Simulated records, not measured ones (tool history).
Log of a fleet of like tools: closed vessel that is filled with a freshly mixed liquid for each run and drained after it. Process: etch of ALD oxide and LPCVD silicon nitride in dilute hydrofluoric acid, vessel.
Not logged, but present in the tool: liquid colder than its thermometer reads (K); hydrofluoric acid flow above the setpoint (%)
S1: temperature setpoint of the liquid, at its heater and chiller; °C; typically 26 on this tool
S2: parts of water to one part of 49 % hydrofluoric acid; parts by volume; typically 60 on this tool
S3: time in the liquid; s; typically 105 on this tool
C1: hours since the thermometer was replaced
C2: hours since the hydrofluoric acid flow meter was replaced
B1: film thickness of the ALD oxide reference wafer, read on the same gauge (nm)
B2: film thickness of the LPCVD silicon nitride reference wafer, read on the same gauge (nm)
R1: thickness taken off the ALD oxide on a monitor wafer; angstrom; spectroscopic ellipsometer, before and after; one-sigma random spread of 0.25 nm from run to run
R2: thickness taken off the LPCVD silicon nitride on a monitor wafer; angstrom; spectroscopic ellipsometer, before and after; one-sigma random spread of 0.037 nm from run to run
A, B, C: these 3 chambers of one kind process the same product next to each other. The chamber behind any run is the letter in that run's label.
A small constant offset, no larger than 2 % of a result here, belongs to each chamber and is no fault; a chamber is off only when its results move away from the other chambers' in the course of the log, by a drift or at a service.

run    day  S1  S2   S3      C1      C2      B1      B2      R1       R2
 1C  0.129  26  60  105  1518.5  1503.1  110.03  29.999  290.63   8.6777
 2B  0.346  26  60  105    34.0  1481.7  109.99  30.000  295.18   9.3257
 3A  0.571  26  60  105  1303.8  1486.9  110.00  30.029  287.70   8.7758
 4A  0.762  26  60  105  1308.4  1491.5  109.99  30.029  292.79   8.7609
 5C  0.983  26  60  105  1539.0  1523.6  109.95  29.986  291.39   9.3715
     1.171  -- chamber A: hydrofluoric acid flow meter replaced
 6B  1.196  26  60  105    54.4  1502.1  109.95  30.002  297.20   8.7797
 7A  1.338  26  60  140  1322.2     4.1  110.01  30.001  386.18  11.7980
 8C  1.533  26  60  140  1552.2  1536.8  109.99  30.007  391.42  12.4210
 9B  1.721  26  60  140    67.0  1514.7  109.97  29.989  395.74  11.5370
10B  2.000  26  60  105    73.7  1521.4  109.98  29.967  294.92   8.6098
11A  2.217  26  60  105  1343.3    25.2  110.02  29.972  289.41   8.5124
12C  2.375  26  60  105  1572.4  1557.0  109.93  30.018  294.44   8.6167
13C  2.617  26  60  105  1578.2  1562.8  110.04  29.989  293.52   8.6246
14B  2.862  26  60  105    94.4  1542.1  109.99  30.001  290.85   8.0319
15A  3.100  26  60  105  1364.5    46.4  109.99  30.001  287.51   8.9270
16A  3.321  26  60  105  1369.8    51.7  110.02  29.991  289.87   8.0354
17B  3.592  26  60  105   111.9  1559.6  110.00  30.031  294.93   8.7263
18C  3.725  26  60  105  1604.8  1589.4  109.98  30.026  291.29   8.6319
19B  3.988  26  60  105   121.4  1569.1  110.01  30.005  295.02   9.0798
20C  4.129  26  60  105  1614.5  1599.1  110.04  30.025  288.12   8.4073
21A  4.267  26  60  105  1392.5    74.4  110.04  30.012  286.85   8.7659
22A  4.538  26  60  105  1399.0    80.9  110.03  30.006  287.14   8.5174
23C  4.696  26  60  105  1628.1  1612.7  110.06  30.001  296.43   9.2853
24B  4.908  26  60  105   143.5  1591.2  110.00  29.986  292.57   8.3862
25B  5.096  26  75  140   148.0  1595.7  110.00  30.029  307.07   9.2950
26C  5.317  26  75  140  1643.0  1627.6  109.98  30.027  309.22   9.3393
27A  5.550  26  75  140  1423.3   105.2  109.96  29.965  300.74  10.2000
28C  5.808  26  60  105  1654.8  1639.4  110.02  29.969  293.28   9.1089

Does one chamber stand apart from the rest, does the shared gauge drift, or is all well apart from small per-chamber offsets? Give the chamber and the most likely cause, where there is one.

No chamber is off and the gauge is stable; the differences are just each chamber's small, constant offset.

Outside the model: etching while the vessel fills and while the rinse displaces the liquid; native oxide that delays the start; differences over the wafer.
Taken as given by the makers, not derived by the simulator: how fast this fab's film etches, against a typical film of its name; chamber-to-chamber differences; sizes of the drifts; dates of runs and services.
